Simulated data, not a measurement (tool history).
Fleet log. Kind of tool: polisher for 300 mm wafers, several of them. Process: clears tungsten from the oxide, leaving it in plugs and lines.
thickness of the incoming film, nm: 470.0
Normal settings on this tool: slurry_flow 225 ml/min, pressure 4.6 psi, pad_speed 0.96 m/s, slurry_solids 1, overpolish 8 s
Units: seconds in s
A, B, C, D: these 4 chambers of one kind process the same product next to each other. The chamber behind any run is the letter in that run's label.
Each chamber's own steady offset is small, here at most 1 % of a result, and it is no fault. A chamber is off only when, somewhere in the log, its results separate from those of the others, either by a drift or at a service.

| run | day | slurry_flow | pressure | pad_speed | slurry_solids | overpolish | wafers polished on this pad | hours since the slurry nozzle was cleaned | hours since the head pressure was calibrated | hours since the slurry blender was calibrated | hours since the slurry got fresh peroxide | seconds |
|---|---|---|---|---|---|---|---|---|---|---|---|---|
|  | 0.029 | chamber B: slurry blender recalibrated |
| 1B | 0.342 | 225 | 4.6 | 0.96 | 1 | 8 | 567 | 277.9 | 1205.4 | 7.5 | 104.4 | 75.741 |
|  | 0.371 | chamber A: slurry tank refilled with fresh slurry and peroxide |
|  | 0.383 | chamber C: worn pad replaced by a new one |
|  | 0.521 | chamber A: worn pad replaced by a new one |
| 2A | 0.542 | 225 | 4.6 | 0.96 | 1 | 8 | 6 | 466 | 647.2 | 108.1 | 4.2 | 78.23 |
| 3C | 0.729 | 225 | 4.6 | 0.96 | 1 | 8 | 96 | 386.4 | 619 | 168.7 | 101 | 79.401 |
|  | 0.788 | chamber B: worn pad replaced by a new one |
| 4D | 0.929 | 225 | 4.6 | 0.96 | 1 | 8 | 755 | 854 | 356.4 | 127 | 37.6 | 78.626 |
| 5C | 1.104 | 225 | 4.6 | 0.96 | 1 | 8 | 200 | 395.4 | 628 | 177.7 | 110 | 77.843 |
|  | 1.133 | chamber D: slurry nozzle cleaned |
| 6D | 1.283 | 225 | 4.6 | 0.96 | 1 | 8 | 853 | 3.6 | 364.9 | 135.5 | 46.1 | 76.902 |
| 7A | 1.525 | 225 | 4.6 | 0.96 | 1 | 8 | 279 | 489.6 | 670.8 | 131.7 | 27.8 | 80.86 |
|  | 1.592 | chamber D: worn pad replaced by a new one |
| 8B | 1.867 | 225 | 4.6 | 0.96 | 1 | 8 | 298 | 314.5 | 1242 | 44.1 | 141 | 79.585 |
| 9D | 2.221 | 225 | 4.6 | 0.96 | 1 | 8 | 175 | 26.1 | 387.4 | 158 | 68.6 | 76.102 |
| 10C | 2.475 | 225 | 4.6 | 0.96 | 1 | 8 | 580 | 428.3 | 660.9 | 210.6 | 142.9 | 76.711 |
| 11B | 2.638 | 225 | 4.6 | 0.96 | 1 | 8 | 512 | 333 | 1260.5 | 62.6 | 159.5 | 77.496 |
|  | 2.683 | chamber C: worn pad replaced by a new one |
|  | 2.788 | chamber B: worn pad replaced by a new one |
|  | 2.85 | chamber B: head pressure recalibrated |
| 12A | 2.858 | 225 | 4.6 | 0.96 | 1 | 8 | 648 | 521.6 | 702.8 | 163.7 | 59.8 | 78.618 |
|  | 2.896 | chamber B: slurry tank refilled with fresh slurry and peroxide |
| 13B | 3.196 | 225 | 4.6 | 0.96 | 1 | 8 | 113 | 346.4 | 8.3 | 76 | 7.2 | 78.269 |
|  | 3.417 | chamber C: slurry tank refilled with fresh slurry and peroxide |
| 14C | 3.529 | 225 | 4.6 | 0.96 | 1 | 8 | 234 | 453.6 | 686.2 | 235.9 | 2.7 | 77.223 |
| 15D | 3.792 | 225 | 4.6 | 0.96 | 1 | 8 | 610 | 63.8 | 425.1 | 195.7 | 106.3 | 79.915 |
| 16A | 4.054 | 225 | 4.6 | 0.96 | 1 | 8 | 979 | 550.3 | 731.5 | 192.4 | 88.5 | 77.539 |
|  | 4.167 | chamber A: worn pad replaced by a new one |
| 17D | 4.221 | 225 | 4.6 | 0.96 | 1 | 8 | 729 | 74.1 | 435.4 | 206 | 116.6 | 79.916 |
|  | 4.242 | chamber A: slurry tank refilled with fresh slurry and peroxide |
|  | 4.308 | chamber D: slurry blender recalibrated |
| 18C | 4.579 | 225 | 4.6 | 0.96 | 1 | 8 | 525 | 478.8 | 711.4 | 261.1 | 27.9 | 78.821 |
| 19A | 4.892 | 225 | 4.6 | 0.96 | 1.2 | 4 | 201 | 570.4 | 751.6 | 212.5 | 15.7 | 76.204 |
|  | 5.071 | chamber B: worn pad replaced by a new one |
| 20B | 5.221 | 225 | 4.6 | 0.96 | 1.2 | 4 | 41 | 395 | 56.9 | 124.6 | 55.8 | 73.415 |
|  | 5.383 | chamber C: worn pad replaced by a new one |
|  | 5.55 | chamber D: slurry tank refilled with fresh slurry and peroxide |
| 21A | 5.562 | 225 | 4.6 | 0.96 | 1.2 | 4 | 387 | 586.5 | 767.7 | 228.6 | 31.8 | 71.839 |
| 22B | 5.808 | 225 | 4.6 | 0.96 | 1.2 | 4 | 204 | 409.1 | 71 | 138.7 | 69.9 | 74.477 |
| 23D | 6.029 | 225 | 4.6 | 0.96 | 1 | 8 | 1229 | 117.5 | 478.8 | 41.4 | 11.5 | 76.401 |
|  | 6.138 | chamber D: worn pad replaced by a new one |
| 24C | 6.325 | 225 | 4.6 | 0.96 | 0.75 | 10 | 261 | 520.7 | 753.3 | 303 | 69.8 | 86.661 |
| 25A | 6.596 | 225 | 4.6 | 0.96 | 0.75 | 10 | 673 | 611.3 | 792.5 | 253.4 | 56.6 | 83.451 |
| 26C | 6.904 | 225 | 4.6 | 0.96 | 0.75 | 10 | 421 | 534.6 | 767.2 | 316.9 | 83.7 | 83.017 |
|  | 7.221 | chamber D: head pressure recalibrated |
| 27B | 7.233 | 225 | 4.6 | 0.96 | 0.75 | 10 | 599 | 443.3 | 105.2 | 172.9 | 104.1 | 84.239 |
|  | 7.4 | chamber B: worn pad replaced by a new one |
| 28D | 7.412 | 225 | 4.6 | 0.96 | 1 | 8 | 353 | 150.7 | 4.6 | 74.6 | 44.7 | 77.776 |
|  | 7.708 | chamber A: slurry tank refilled with fresh slurry and peroxide |
| 29A | 7.729 | 225 | 4.6 | 0.96 | 1 | 8 | 987 | 638.5 | 819.7 | 280.6 | 0.5 | 78.284 |
|  | 7.933 | chamber C: worn pad replaced by a new one |
| 30B | 7.946 | 225 | 4.6 | 0.96 | 1 | 8 | 151 | 460.4 | 122.3 | 190 | 121.2 | 76.177 |
|  | 8.1 | chamber A: worn pad replaced by a new one |
| 31D | 8.246 | 225 | 4.6 | 0.96 | 1 | 8 | 584 | 170.7 | 24.6 | 94.6 | 64.7 | 77.748 |
| 32C | 8.488 | 225 | 4.6 | 0.96 | 1 | 8 | 154 | 572.6 | 805.2 | 354.9 | 121.7 | 77.763 |
| 33C | 8.804 | 225 | 4.6 | 0.96 | 1 | 8 | 241 | 580.2 | 812.8 | 362.5 | 129.3 | 80.364 |
| 34A | 9.004 | 225 | 4.6 | 0.96 | 1 | 8 | 250 | 669.1 | 850.3 | 311.2 | 31.1 | 77.32 |
| 35B | 9.208 | 225 | 4.6 | 0.96 | 1 | 8 | 501 | 490.7 | 152.6 | 220.3 | 151.5 | 80.457 |
|  | 9.225 | chamber C: slurry tank refilled with fresh slurry and peroxide |
| 36D | 9.525 | 225 | 4.6 | 0.96 | 1 | 8 | 938 | 201.4 | 55.3 | 125.3 | 95.4 | 78.464 |
|  | 9.654 | chamber D: worn pad replaced by a new one |
|  | 9.679 | chamber B: worn pad replaced by a new one |
|  | 9.738 | chamber B: slurry tank refilled with fresh slurry and peroxide |
| 37D | 9.812 | 225 | 4.6 | 0.96 | 1 | 8 | 44 | 208.3 | 62.2 | 132.2 | 102.3 | 79.305 |
| 38A | 10.017 | 225 | 4.6 | 0.96 | 1 | 8 | 531 | 693.4 | 874.6 | 335.5 | 55.4 | 78.158 |
| 39B | 10.379 | 185 | 4.6 | 0.96 | 1 | 8 | 194 | 518.8 | 180.7 | 248.4 | 15.5 | 82.266 |
|  | 10.404 | chamber C: worn pad replaced by a new one |
| 40C | 10.612 | 185 | 4.6 | 0.96 | 1 | 8 | 58 | 623.6 | 856.2 | 405.9 | 33.4 | 82.084 |

Has any chamber moved away from the others, gradually or after a service, or does the common gauge drift, or do the chambers differ only by their own small steady offsets? State the chamber and the most likely cause if one applies.

Beyond each chamber's small constant offset nothing stands out, and the gauge stays steady.

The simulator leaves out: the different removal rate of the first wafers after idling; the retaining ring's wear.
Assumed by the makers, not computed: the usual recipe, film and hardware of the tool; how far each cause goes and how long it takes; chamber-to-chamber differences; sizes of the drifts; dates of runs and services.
